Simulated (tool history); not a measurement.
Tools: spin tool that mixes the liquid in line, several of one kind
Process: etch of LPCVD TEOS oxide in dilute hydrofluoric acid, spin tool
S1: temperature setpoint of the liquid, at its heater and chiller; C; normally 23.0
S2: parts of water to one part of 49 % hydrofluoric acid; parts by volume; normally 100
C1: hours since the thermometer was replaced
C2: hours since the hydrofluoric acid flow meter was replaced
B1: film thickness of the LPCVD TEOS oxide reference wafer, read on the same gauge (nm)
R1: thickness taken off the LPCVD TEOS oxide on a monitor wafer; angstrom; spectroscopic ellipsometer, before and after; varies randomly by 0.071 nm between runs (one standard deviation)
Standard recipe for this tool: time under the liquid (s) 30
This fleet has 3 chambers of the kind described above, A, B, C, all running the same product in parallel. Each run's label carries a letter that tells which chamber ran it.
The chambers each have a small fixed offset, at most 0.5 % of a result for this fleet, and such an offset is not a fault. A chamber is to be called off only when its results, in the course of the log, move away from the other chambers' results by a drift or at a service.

{"run": "1B", "hour": 7.9, "S1": 23.0, "S2": 100, "time under the liquid (s)": 30, "C1": 807.6, "C2": 1298.4, "B1": 49.993, "R1": 81.533}
{"run": "2A", "hour": 18.5, "S1": 23.0, "S2": 100, "time under the liquid (s)": 30, "C1": 2138.8, "C2": 983.2, "B1": 50.027, "R1": 81.58}
{"run": "3C", "hour": 24.1, "S1": 23.0, "S2": 100, "time under the liquid (s)": 30, "C1": 1216.7, "C2": 375.0, "B1": 49.943, "R1": 83.488}
{"run": "4C", "hour": 32.3, "S1": 23.0, "S2": 100, "time under the liquid (s)": 30, "C1": 1224.9, "C2": 383.2, "B1": 50.045, "R1": 81.631}
{"run": "5A", "hour": 39.8, "S1": 23.0, "S2": 100, "time under the liquid (s)": 30, "C1": 2160.1, "C2": 1004.5, "B1": 49.994, "R1": 81.207}
{"run": "6B", "hour": 47.0, "S1": 23.0, "S2": 100, "time under the liquid (s)": 30, "C1": 846.7, "C2": 1337.5, "B1": 49.974, "R1": 84.172}
{"run": "7C", "hour": 53.1, "S1": 20.5, "S2": 70, "time under the liquid (s)": 30, "C1": 1245.7, "C2": 404.0, "B1": 49.996, "R1": 110.06}
{"run": "8A", "hour": 63.4, "S1": 20.5, "S2": 70, "time under the liquid (s)": 30, "C1": 2183.7, "C2": 1028.1, "B1": 50.014, "R1": 111.42}
{"run": "9B", "hour": 75.0, "S1": 20.5, "S2": 70, "time under the liquid (s)": 30, "C1": 874.7, "C2": 1365.5, "B1": 49.983, "R1": 111.36}
{"hour": 76.3, "done": "chamber B: hydrofluoric acid flow meter replaced"}
{"run": "10B", "hour": 86.4, "S1": 23.0, "S2": 100, "time under the liquid (s)": 30, "C1": 886.1, "C2": 10.2, "B1": 50.067, "R1": 83.286}
{"run": "11A", "hour": 92.9, "S1": 23.0, "S2": 100, "time under the liquid (s)": 30, "C1": 2213.2, "C2": 1057.6, "B1": 49.986, "R1": 81.783}
{"run": "12C", "hour": 103.8, "S1": 23.0, "S2": 100, "time under the liquid (s)": 30, "C1": 1296.4, "C2": 454.7, "B1": 49.975, "R1": 83.805}
{"run": "13A", "hour": 115.7, "S1": 18.0, "S2": 100, "time under the liquid (s)": 30, "C1": 2236.0, "C2": 1080.4, "B1": 50.024, "R1": 66.567}
{"run": "14C", "hour": 125.4, "S1": 18.0, "S2": 100, "time under the liquid (s)": 30, "C1": 1318.0, "C2": 476.3, "B1": 49.974, "R1": 69.747}
{"run": "15B", "hour": 138.0, "S1": 18.0, "S2": 100, "time under the liquid (s)": 30, "C1": 937.7, "C2": 61.8, "B1": 49.977, "R1": 67.919}
{"hour": 140.1, "done": "chamber A: thermometer replaced"}
{"run": "16C", "hour": 147.7, "S1": 23.0, "S2": 100, "time under the liquid (s)": 30, "C1": 1340.3, "C2": 498.6, "B1": 50.004, "R1": 87.02}
{"run": "17B", "hour": 154.5, "S1": 23.0, "S2": 100, "time under the liquid (s)": 30, "C1": 954.2, "C2": 78.3, "B1": 50.033, "R1": 83.109}
{"run": "18A", "hour": 164.9, "S1": 23.0, "S2": 100, "time under the liquid (s)": 30, "C1": 24.8, "C2": 1129.6, "B1": 50.009, "R1": 81.368}
{"run": "19A", "hour": 177.5, "S1": 23.0, "S2": 100, "time under the liquid (s)": 30, "C1": 37.4, "C2": 1142.2, "B1": 49.975, "R1": 82.321}
{"run": "20B", "hour": 184.9, "S1": 23.0, "S2": 100, "time under the liquid (s)": 30, "C1": 984.6, "C2": 108.7, "B1": 49.986, "R1": 82.193}
{"run": "21C", "hour": 191.4, "S1": 23.0, "S2": 70, "time under the liquid (s)": 15, "C1": 1384.0, "C2": 542.3, "B1": 50.03, "R1": 65.465}
{"run": "22B", "hour": 203.7, "S1": 23.0, "S2": 70, "time under the liquid (s)": 15, "C1": 1003.4, "C2": 127.5, "B1": 50.048, "R1": 61.206}
{"run": "23A", "hour": 214.2, "S1": 23.0, "S2": 70, "time under the liquid (s)": 15, "C1": 74.1, "C2": 1178.9, "B1": 49.991, "R1": 61.757}
{"run": "24C", "hour": 222.5, "S1": 23.0, "S2": 100, "time under the liquid (s)": 30, "C1": 1415.1, "C2": 573.4, "B1": 49.963, "R1": 89.08}
{"run": "25A", "hour": 232.1, "S1": 23.0, "S2": 100, "time under the liquid (s)": 30, "C1": 92.0, "C2": 1196.8, "B1": 50.014, "R1": 81.452}
{"run": "26C", "hour": 238.5, "S1": 23.0, "S2": 100, "time under the liquid (s)": 30, "C1": 1431.1, "C2": 589.4, "B1": 49.989, "R1": 90.135}
{"run": "27B", "hour": 247.1, "S1": 23.0, "S2": 100, "time under the liquid (s)": 30, "C1": 1046.8, "C2": 170.9, "B1": 50.018, "R1": 81.769}
{"run": "28B", "hour": 253.7, "S1": 23.0, "S2": 100, "time under the liquid (s)": 30, "C1": 1053.4, "C2": 177.5, "B1": 49.967, "R1": 81.817}
{"run": "29C", "hour": 260.7, "S1": 23.0, "S2": 100, "time under the liquid (s)": 30, "C1": 1453.3, "C2": 611.6, "B1": 50.013, "R1": 90.508}
{"run": "30A", "hour": 269.6, "S1": 23.0, "S2": 100, "time under the liquid (s)": 30, "C1": 129.5, "C2": 1234.3, "B1": 49.968, "R1": 83.409}
{"run": "31B", "hour": 277.7, "S1": 23.0, "S2": 100, "time under the liquid (s)": 15, "C1": 1077.4, "C2": 201.5, "B1": 50.001, "R1": 40.797}
{"run": "32A", "hour": 284.9, "S1": 23.0, "S2": 100, "time under the liquid (s)": 15, "C1": 144.8, "C2": 1249.6, "B1": 50.003, "R1": 41.807}

The same settings go to every chamber for the next run, one line per chamber below. Forecast the results for each:
{"run": "33A", "hour": 293.9, "S1": 23.0, "S2": 100, "time under the liquid (s)": 30, "R1": "?"}
{"run": "33B", "hour": 293.9, "S1": 23.0, "S2": 100, "time under the liquid (s)": 30, "R1": "?"}
{"run": "33C", "hour": 293.9, "S1": 23.0, "S2": 100, "time under the liquid (s)": 30, "R1": "?"}

run=33A R1=81.901
run=33B R1=81.364
run=33C R1=92.851
